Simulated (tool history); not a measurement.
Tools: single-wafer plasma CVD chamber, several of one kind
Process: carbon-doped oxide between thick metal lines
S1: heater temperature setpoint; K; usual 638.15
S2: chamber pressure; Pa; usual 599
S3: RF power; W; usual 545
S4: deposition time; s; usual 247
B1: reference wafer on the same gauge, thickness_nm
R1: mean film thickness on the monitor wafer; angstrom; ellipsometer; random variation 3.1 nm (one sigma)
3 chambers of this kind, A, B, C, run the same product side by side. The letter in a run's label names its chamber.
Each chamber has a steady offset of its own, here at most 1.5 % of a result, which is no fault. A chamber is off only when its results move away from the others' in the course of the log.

run   hour      S1   S2   S3   S4      B1     R1
 1B    6.3  638.15  599  545  247  1210.2  12652
 2C   10.8  638.15  599  545  247  1208.8  12409
 3A   14.2  638.15  599  545  247  1209.9  12435
 4C   19.8  638.15  599  545  247  1210.5  12414
 5B   25.5  638.15  599  545  247  1210.6  12578
 6A   29.9  638.15  599  545  247  1209.6  12405
 7B   35.3  638.15  599  545  247  1210.2  12657
 8C   38.8  638.15  599  545  247  1209.2  12369
 9A   42.3  638.15  599  545  247  1209.8  12385
10B   46.3  638.15  599  545  247  1210.5  12610
11A   50.4  638.15  599  545  247  1210.0  12414
12C   54.0  645.15  599  545  247  1209.8  12238
13C   58.0  645.15  599  545  247  1210.3  12196
14B   64.3  645.15  599  545  247  1209.7  12354
15A   68.2  638.15  599  545  247  1210.0  12345
16B   73.4  638.15  599  545  247  1209.7  12553
17A   79.0  638.15  599  545  247  1210.2  12307
18C   84.1  638.15  599  545  247  1209.6  12398
19A   87.6  638.15  599  545  247  1211.0  12286
20B   92.9  638.15  599  505  219  1210.8  10643
21C   98.8  638.15  599  505  219  1209.7  10497
22B  101.8  638.15  599  505  219  1209.3  10624
23A  107.6  638.15  599  545  247  1209.5  12269
24C  110.6  638.15  599  545  247  1211.0  12382
25B  113.7  638.15  495  500  247  1210.2  11632
26C  118.4  638.15  495  500  247  1209.9  11409
27A  121.6  638.15  495  500  247  1209.7  11250
28A  127.5  638.15  552  545  247  1209.9  12042
29B  132.1  638.15  552  545  247  1209.2  12441
30C  136.4  638.15  552  545  247  1209.8  12221

Next, every chamber runs the same settings. What will each give?
31A  140.9  638.15  599  545  247       ?
31B  140.9  638.15  599  545  247       ?
31C  140.9  638.15  599  545  247       ?

run     R1
31A  12106
31B  12615
31C  12416
